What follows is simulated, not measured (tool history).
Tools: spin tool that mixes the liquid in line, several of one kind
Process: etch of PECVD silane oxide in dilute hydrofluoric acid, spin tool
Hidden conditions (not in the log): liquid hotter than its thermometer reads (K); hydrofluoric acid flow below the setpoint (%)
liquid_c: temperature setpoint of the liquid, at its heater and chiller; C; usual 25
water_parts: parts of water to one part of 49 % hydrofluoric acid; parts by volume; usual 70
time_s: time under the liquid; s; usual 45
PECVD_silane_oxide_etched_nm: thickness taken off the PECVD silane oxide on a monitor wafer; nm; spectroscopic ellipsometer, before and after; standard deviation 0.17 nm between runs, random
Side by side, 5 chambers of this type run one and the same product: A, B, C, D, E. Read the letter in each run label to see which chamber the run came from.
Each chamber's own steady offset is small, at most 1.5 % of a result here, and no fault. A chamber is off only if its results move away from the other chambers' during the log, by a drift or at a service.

| run | hour | liquid_c | water_parts | time_s | hours since the thermometer was replaced | hours since the hydrofluoric acid flow meter was replaced | read-back film thickness of the PECVD silane oxide reference wafer, read on the same gauge (nm) | PECVD_silane_oxide_etched_nm |
|---|---|---|---|---|---|---|---|---|
|  | 3.7 | chamber E: thermometer replaced |
| 1C | 4.4 | 25 | 70 | 45 | 156.8 | 1314.5 | 70.013 | 19.526 |
| 2B | 7.0 | 25 | 70 | 45 | 376.2 | 791.5 | 69.986 | 19.807 |
| 3E | 9.8 | 25 | 70 | 45 | 6.2 | 348.1 | 70.007 | 19.828 |
| 4D | 12.6 | 25 | 70 | 45 | 1153.9 | 401.6 | 69.999 | 20.194 |
| 5A | 16.1 | 25 | 70 | 45 | 174.7 | 904.8 | 69.983 | 19.908 |
| 6D | 20.2 | 25 | 70 | 45 | 1161.5 | 409.2 | 70.012 | 20.107 |
| 7C | 22.5 | 25 | 70 | 65 | 174.9 | 1332.6 | 69.989 | 28.521 |
| 8B | 25.4 | 25 | 70 | 65 | 394.6 | 809.9 | 70.001 | 28.065 |
| 9A | 28.2 | 25 | 70 | 65 | 186.8 | 916.9 | 70.011 | 29.028 |
| 10E | 31.3 | 25 | 70 | 65 | 27.7 | 369.6 | 70.017 | 28.956 |
| 11D | 34.8 | 25 | 70 | 65 | 1176.1 | 423.8 | 69.987 | 29.161 |
|  | 35.6 | chamber B: hydrofluoric acid flow meter replaced |
| 12E | 37.3 | 25 | 70 | 45 | 33.7 | 375.6 | 70.002 | 19.710 |
| 13B | 39.6 | 25 | 70 | 45 | 408.8 | 4.1 | 70.011 | 19.603 |
| 14C | 41.8 | 25 | 70 | 45 | 194.2 | 1351.9 | 69.989 | 20.158 |
| 15A | 46.0 | 25 | 70 | 30 | 204.6 | 934.7 | 70.010 | 13.391 |
| 16E | 48.9 | 25 | 70 | 30 | 45.3 | 387.2 | 69.989 | 13.333 |
| 17A | 52.8 | 25 | 70 | 30 | 211.4 | 941.5 | 70.005 | 13.239 |
| 18B | 57.7 | 25 | 70 | 30 | 426.9 | 22.2 | 69.991 | 13.089 |
| 19D | 61.8 | 25 | 70 | 30 | 1203.1 | 450.8 | 70.004 | 13.530 |
| 20C | 66.7 | 25 | 70 | 45 | 219.1 | 1376.8 | 69.996 | 19.749 |
|  | 66.9 | chamber D: thermometer replaced |
| 21C | 71.7 | 25 | 70 | 45 | 224.1 | 1381.8 | 70.009 | 19.948 |
| 22E | 75.4 | 25 | 70 | 45 | 71.8 | 413.7 | 70.016 | 19.869 |
| 23B | 79.7 | 25 | 70 | 45 | 448.9 | 44.2 | 70.025 | 20.110 |
| 24D | 82.3 | 25 | 70 | 45 | 15.5 | 471.3 | 70.010 | 20.316 |
| 25A | 84.8 | 25 | 70 | 45 | 243.4 | 973.5 | 69.998 | 19.265 |
| 26E | 89.5 | 25 | 95 | 45 | 85.9 | 427.8 | 69.997 | 14.232 |
| 27D | 94.3 | 25 | 95 | 45 | 27.5 | 483.3 | 70.002 | 14.414 |
| 28C | 97.2 | 25 | 95 | 45 | 249.6 | 1407.3 | 70.001 | 14.103 |
| 29A | 100.7 | 25 | 95 | 45 | 259.3 | 989.4 | 69.990 | 13.494 |
| 30B | 105.6 | 25 | 95 | 45 | 474.8 | 70.1 | 69.994 | 14.226 |
| 31A | 110.0 | 25 | 70 | 45 | 268.6 | 998.7 | 70.003 | 18.923 |
| 32B | 112.6 | 25 | 70 | 45 | 481.8 | 77.1 | 69.969 | 20.115 |
| 33C | 116.1 | 25 | 70 | 45 | 268.5 | 1426.2 | 70.007 | 19.583 |
| 34D | 119.8 | 25 | 95 | 45 | 53.0 | 508.8 | 69.989 | 14.183 |

Each of the 5 chambers runs these same settings next. Fill in every chamber's results:
| 35A | 123.3 | 25 | 40 | 45 |  |  |  | ? |
| 35B | 123.3 | 25 | 40 | 45 |  |  |  | ? |
| 35C | 123.3 | 25 | 40 | 45 |  |  |  | ? |
| 35D | 123.3 | 25 | 40 | 45 |  |  |  | ? |
| 35E | 123.3 | 25 | 40 | 45 |  |  |  | ? |

| run | PECVD_silane_oxide_etched_nm |
|---|---|
| 35A | 33.932 |
| 35B | 35.540 |
| 35C | 35.753 |
| 35D | 35.610 |
| 35E | 36.710 |
